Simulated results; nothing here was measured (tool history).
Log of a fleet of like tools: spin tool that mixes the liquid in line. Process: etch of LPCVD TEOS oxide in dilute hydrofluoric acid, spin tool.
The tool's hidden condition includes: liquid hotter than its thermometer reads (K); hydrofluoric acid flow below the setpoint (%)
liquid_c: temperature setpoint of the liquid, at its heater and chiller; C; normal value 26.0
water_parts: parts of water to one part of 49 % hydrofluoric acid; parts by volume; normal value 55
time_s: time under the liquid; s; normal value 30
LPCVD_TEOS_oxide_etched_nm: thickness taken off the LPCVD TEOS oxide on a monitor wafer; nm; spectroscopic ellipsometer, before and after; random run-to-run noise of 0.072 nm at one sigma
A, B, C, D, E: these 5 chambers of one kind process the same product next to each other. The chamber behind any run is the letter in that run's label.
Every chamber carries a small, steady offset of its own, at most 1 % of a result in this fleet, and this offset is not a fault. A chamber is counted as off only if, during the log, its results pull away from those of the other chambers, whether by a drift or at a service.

run,day,liquid_c,water_parts,time_s,hours since the thermometer was replaced,hours since the hydrofluoric acid flow meter was replaced,"read-back film thickness of the LPCVD TEOS oxide reference wafer, read on the same gauge (nm)",LPCVD_TEOS_oxide_etched_nm
1E,0.200,26.0,55,30,1657.7,294.3,110.01,13.6100
2B,0.371,26.0,55,30,714.7,936.8,110.00,13.8190
3D,0.533,26.0,55,30,84.7,391.8,109.99,13.5570
4C,0.708,26.0,55,30,187.9,1458.5,110.01,13.5770
5A,0.846,26.0,55,30,1023.1,971.8,110.00,13.4750
6C,1.017,23.5,55,45,195.3,1465.9,110.01,18.4370
7D,1.171,23.5,55,45,100.0,407.1,110.00,18.5180
8B,1.296,23.5,55,45,736.9,959.0,110.02,18.4720
9A,1.475,23.5,55,45,1038.2,986.9,109.99,18.1310
10E,1.642,23.5,55,45,1692.3,328.9,110.02,18.4300
11E,1.817,26.0,55,30,1696.5,333.1,110.00,13.5720
12C,1.950,26.0,55,30,217.7,1488.3,109.99,13.6310
13A,2.108,26.0,55,30,1053.4,1002.1,109.99,13.5440
14B,2.267,26.0,55,30,760.2,982.3,110.02,13.7230
15D,2.412,26.0,55,30,129.8,436.9,109.98,13.4510
16A,2.562,26.0,40,20,1064.3,1013.0,110.00,12.4230
17D,2.725,26.0,40,20,137.3,444.4,110.00,12.5820
18B,2.883,26.0,40,20,775.0,997.1,110.00,12.8890
19E,3.058,26.0,40,20,1726.3,362.9,109.99,12.6990
20C,3.262,26.0,40,20,249.2,1519.8,109.98,12.5590
21E,3.404,26.0,55,30,1734.6,371.2,110.01,13.6120
22A,3.529,29.0,55,30,1087.5,1036.2,110.02,15.0910
23D,3.733,29.0,55,30,161.5,468.6,109.98,15.4440
24B,3.825,29.0,55,30,797.6,1019.7,110.01,15.5470
# day 3.896: chamber E: thermometer replaced
25C,4.012,29.0,55,30,267.2,1537.8,110.01,15.3720
26C,4.188,29.0,55,30,271.4,1542.0,110.01,15.3070
27A,4.329,26.0,85,30,1106.7,1055.4,109.99,8.3656
28D,4.450,26.0,85,30,178.7,485.8,110.01,8.4587
29B,4.621,26.0,85,30,816.7,1038.8,110.00,8.4411
30E,4.796,26.0,85,30,21.7,404.6,109.99,8.3785
31D,4.988,26.0,85,30,191.6,498.7,110.00,8.4601
32E,5.175,26.0,55,30,30.8,413.7,110.01,13.4550
33B,5.346,26.0,55,30,834.1,1056.2,109.99,13.5770
34A,5.529,24.0,55,50,1135.5,1084.2,110.02,20.7830

Predict what each chamber gives when all 5 of them run the settings below next.
35A,5.675,28.5,55,30,,,,?
35B,5.675,28.5,55,30,,,,?
35C,5.675,28.5,55,30,,,,?
35D,5.675,28.5,55,30,,,,?
35E,5.675,28.5,55,30,,,,?

run,LPCVD_TEOS_oxide_etched_nm
35A,14.8690
35B,15.1920
35C,15.0210
35D,14.9330
35E,14.9810
